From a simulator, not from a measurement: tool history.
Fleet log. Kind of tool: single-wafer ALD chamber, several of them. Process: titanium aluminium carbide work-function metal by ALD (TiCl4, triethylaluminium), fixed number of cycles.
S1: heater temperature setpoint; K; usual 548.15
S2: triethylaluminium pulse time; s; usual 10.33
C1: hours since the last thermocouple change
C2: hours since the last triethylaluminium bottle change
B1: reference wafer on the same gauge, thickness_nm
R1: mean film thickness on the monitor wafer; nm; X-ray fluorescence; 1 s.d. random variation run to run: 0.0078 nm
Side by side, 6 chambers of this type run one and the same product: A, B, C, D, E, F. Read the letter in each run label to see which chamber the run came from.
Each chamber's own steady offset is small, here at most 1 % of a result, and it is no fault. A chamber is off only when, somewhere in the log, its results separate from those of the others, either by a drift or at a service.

run 1A hour=9.1 | S1=548.15 S2=10.33 | C1=306.4 C2=598.5 | B1=2.0083 | R1=1.8034
run 2B hour=15.9 | S1=548.15 S2=10.33 | C1=1219.7 C2=548.1 | B1=2.0094 | R1=1.8011
run 3D hour=21.6 | S1=548.15 S2=10.33 | C1=247.2 C2=856.6 | B1=2.0106 | R1=1.7881
run 4C hour=31.4 | S1=548.15 S2=10.33 | C1=1684.5 C2=85.6 | B1=2.0092 | R1=1.7908
run 5F hour=39.7 | S1=548.15 S2=13.58 | C1=1394.6 C2=643.9 | B1=2.0115 | R1=1.8305
run 6E hour=50.8 | S1=548.15 S2=13.58 | C1=676.3 C2=176.6 | B1=2.0104 | R1=1.8222
run 7E hour=57.9 | S1=548.15 S2=13.58 | C1=683.4 C2=183.7 | B1=2.008 | R1=1.8328
run 8B hour=69.5 | S1=548.15 S2=13.58 | C1=1273.3 C2=601.7 | B1=2.0099 | R1=1.8318
run 9C hour=79.9 | S1=548.15 S2=13.58 | C1=1733 C2=134.1 | B1=2.0081 | R1=1.8511
-- hour=86 chamber F: thermocouple changed; heater temperature recalibrated
run 10A hour=87 | S1=548.15 S2=13.58 | C1=384.3 C2=676.4 | B1=2.0103 | R1=1.8477
run 11D hour=92.2 | S1=561.15 S2=10.33 | C1=317.8 C2=927.2 | B1=2.0101 | R1=1.9194
run 12F hour=100.7 | S1=561.15 S2=10.33 | C1=14.8 C2=704.9 | B1=2.0091 | R1=1.9083
run 13E hour=110.2 | S1=561.15 S2=10.33 | C1=735.7 C2=236 | B1=2.0081 | R1=1.9064
run 14A hour=118.9 | S1=561.15 S2=10.33 | C1=416.2 C2=708.3 | B1=2.0095 | R1=1.9178
run 15C hour=125.4 | S1=561.15 S2=10.33 | C1=1778.5 C2=179.6 | B1=2.0094 | R1=1.8956
run 16F hour=131.6 | S1=561.15 S2=10.33 | C1=45.7 C2=735.8 | B1=2.0096 | R1=1.9103
run 17D hour=143.3 | S1=548.15 S2=10.33 | C1=368.9 C2=978.3 | B1=2.0101 | R1=1.7898
run 18B hour=150.2 | S1=548.15 S2=10.33 | C1=1354 C2=682.4 | B1=2.0104 | R1=1.8072
run 19B hour=155.7 | S1=548.15 S2=12.35 | C1=1359.5 C2=687.9 | B1=2.0117 | R1=1.8257
run 20C hour=166.5 | S1=548.15 S2=12.35 | C1=1819.6 C2=220.7 | B1=2.0102 | R1=1.8181
run 21D hour=172.2 | S1=548.15 S2=12.35 | C1=397.8 C2=1007.2 | B1=2.0097 | R1=1.8147
run 22E hour=178.9 | S1=548.15 S2=12.35 | C1=804.4 C2=304.7 | B1=2.0098 | R1=1.8403
run 23F hour=185.2 | S1=548.15 S2=12.35 | C1=99.3 C2=789.4 | B1=2.0118 | R1=1.8068
run 24A hour=194.1 | S1=548.15 S2=12.35 | C1=491.4 C2=783.5 | B1=2.0079 | R1=1.8277
run 25A hour=204.5 | S1=548.15 S2=10.33 | C1=501.8 C2=793.9 | B1=2.0106 | R1=1.7922
run 26D hour=212.7 | S1=548.15 S2=10.33 | C1=438.3 C2=1047.7 | B1=2.0103 | R1=1.7902
-- hour=216.2 chamber F: triethylaluminium bottle replaced
run 27B hour=218.4 | S1=548.15 S2=10.33 | C1=1422.2 C2=750.6 | B1=2.0115 | R1=1.8073
run 28C hour=229 | S1=548.15 S2=10.33 | C1=1882.1 C2=283.2 | B1=2.0128 | R1=1.7985
run 29E hour=240.5 | S1=548.15 S2=10.33 | C1=866 C2=366.3 | B1=2.0077 | R1=1.8161
run 30F hour=249.9 | S1=548.15 S2=10.33 | C1=164 C2=33.7 | B1=2.0104 | R1=1.8013
run 31A hour=259.3 | S1=548.15 S2=10.33 | C1=556.6 C2=848.7 | B1=2.0094 | R1=1.7824
run 32F hour=270 | S1=556.15 S2=10.33 | C1=184.1 C2=53.8 | B1=2.0104 | R1=1.8631
run 33E hour=279.7 | S1=556.15 S2=10.33 | C1=905.2 C2=405.5 | B1=2.0115 | R1=1.8774
run 34D hour=287.4 | S1=556.15 S2=10.33 | C1=513 C2=1122.4 | B1=2.0119 | R1=1.8604
run 35C hour=296.3 | S1=556.15 S2=10.33 | C1=1949.4 C2=350.5 | B1=2.011 | R1=1.8832
run 36B hour=306.6 | S1=556.15 S2=10.33 | C1=1510.4 C2=838.8 | B1=2.0129 | R1=1.8713
-- hour=316 chamber B: triethylaluminium bottle replaced
run 37E hour=318.4 | S1=556.15 S2=10.33 | C1=943.9 C2=444.2 | B1=2.0113 | R1=1.854
run 38A hour=325 | S1=548.15 S2=10.33 | C1=622.3 C2=914.4 | B1=2.0123 | R1=1.7521
run 39B hour=334.6 | S1=548.15 S2=10.33 | C1=1538.4 C2=18.6 | B1=2.0131 | R1=1.8002
run 40F hour=340.7 | S1=548.15 S2=10.33 | C1=254.8 C2=124.5 | B1=2.0099 | R1=1.7847
run 41D hour=350 | S1=548.15 S2=10.33 | C1=575.6 C2=1185 | B1=2.0095 | R1=1.7913
run 42C hour=359.9 | S1=548.15 S2=10.33 | C1=2013 C2=414.1 | B1=2.0072 | R1=1.7883
run 43F hour=366.4 | S1=548.15 S2=8.18 | C1=280.5 C2=150.2 | B1=2.0105 | R1=1.7457

Has any chamber moved away from the others, gradually or after a service, or does the common gauge drift, or do the chambers differ only by their own small steady offsets? State the chamber and the most likely cause if one applies.

One chamber, A, drifts off from the rest bit by bit.
Likeliest cause: triethylaluminium dose below that of a fresh bottle (%) = 23.4.

Chamber A could run next with any of the 4 candidate recipes listed below; each alters the usual settings, and their results appear as question marks. Which one brings its results back in line with what the other chambers deliver on the usual settings?
In line here means within this much of the mean the other chambers give on the usual settings: R1 0.027 nm
run 44A-1 hour=374.9 | S1=540.15 S2=10.33 | R1=?
run 44A-2 hour=374.9 | S1=555.15 S2=12.4 | R1=?
run 44A-3 hour=374.9 | S1=534.15 S2=10.33 | R1=?
run 44A-4 hour=374.9 | S1=552.15 S2=11.39 | R1=?

Usual-settings mean across the other chambers: R1 1.7968 nm
run=44A-1 R1=1.6646
run=44A-2 R1=1.8418
run=44A-3 R1=1.6151
run=44A-4 R1=1.7943
With 44A-4, the chamber falls back in line with the rest.
